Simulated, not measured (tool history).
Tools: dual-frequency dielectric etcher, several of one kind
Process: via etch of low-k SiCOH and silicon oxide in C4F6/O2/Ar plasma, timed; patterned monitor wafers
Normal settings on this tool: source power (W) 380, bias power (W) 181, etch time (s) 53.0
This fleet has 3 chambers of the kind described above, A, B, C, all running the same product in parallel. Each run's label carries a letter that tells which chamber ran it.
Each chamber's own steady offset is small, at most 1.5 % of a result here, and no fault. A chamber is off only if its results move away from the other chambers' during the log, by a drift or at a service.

run    day  source power (W)  bias power (W)  etch time (s)  hours since the last wet clean  hours since the last source power generator calibration  hours since the last bias power generator calibration  read-back reference wafer on the same gauge, depth_nm  mean etch depth across the wafer (Å)
 1A  0.162               380             181           53.0                           278.6                                                   1416.8                                                 2130.4                                                 109.02                                1248.4
 2B  0.333               380             181           53.0                            38.5                                                   3389.2                                                 2941.5                                                 108.99                                1231.9
 3C  0.550               380             181           53.0                           226.9                                                   1760.8                                                  336.7                                                 108.92                                1234.1
 4C  0.688               380             181           53.0                           230.2                                                   1764.1                                                  340.0                                                 109.05                                1231.9
 5B  0.962               380             181           53.0                            53.6                                                   3404.3                                                 2956.6                                                 108.97                                1234.2
 6A  1.167               380             181           53.0                           302.7                                                   1440.9                                                 2154.5                                                 109.02                                1237.7
 7B  1.396               380             181           53.0                            64.0                                                   3414.7                                                 2967.0                                                 109.01                                1229.8
 8C  1.567               380             181           53.0                           251.3                                                   1785.2                                                  361.1                                                 108.97                                1231.1
 9A  1.750               380             181           53.0                           316.7                                                   1454.9                                                 2168.5                                                 109.02                                1249.9
10A  1.950               380             181           53.0                           321.5                                                   1459.7                                                 2173.3                                                 108.98                                1247.7
11B  2.112               380             181           53.0                            81.2                                                   3431.9                                                 2984.2                                                 109.01                                1227.7
12C  2.283               380             181           53.0                           268.5                                                   1802.4                                                  378.3                                                 109.02                                1241.5
13B  2.562               380             181           53.0                            92.0                                                   3442.7                                                 2995.0                                                 108.98                                1229.6
14A  2.771               380             181           53.0                           341.2                                                   1479.4                                                 2193.0                                                 109.02                                1246.3
15C  3.021               380             181           53.0                           286.2                                                   1820.1                                                  396.0                                                 109.00                                1238.3
16C  3.208               380             181           53.0                           290.7                                                   1824.6                                                  400.5                                                 109.05                                1237.8
17B  3.404               380             152           67.5                           112.2                                                   3462.9                                                 3015.2                                                 109.04                                1484.7
18A  3.588               380             152           67.5                           360.8                                                   1499.0                                                 2212.6                                                 108.97                                1501.5
19B  3.712               380             152           67.5                           119.6                                                   3470.3                                                 3022.6                                                 109.06                                1482.3
20A  3.921               380             181           53.0                           368.8                                                   1507.0                                                 2220.6                                                 109.00                                1240.1
21C  4.062               380             181           53.0                           311.2                                                   1845.1                                                  421.0                                                 108.94                                1237.6
22A  4.183               380             181           53.0                           375.1                                                   1513.3                                                 2226.9                                                 108.93                                1244.9
23B  4.383               380             181           53.0                           135.7                                                   3486.4                                                 3038.7                                                 109.00                                1229.3

Is one chamber out of step, is the gauge drifting, or do the chambers differ by no more than their own small offsets? For an off chamber, give its letter and the likeliest cause.

No chamber is off and the gauge is stable; the differences are just each chamber's small, constant offset.
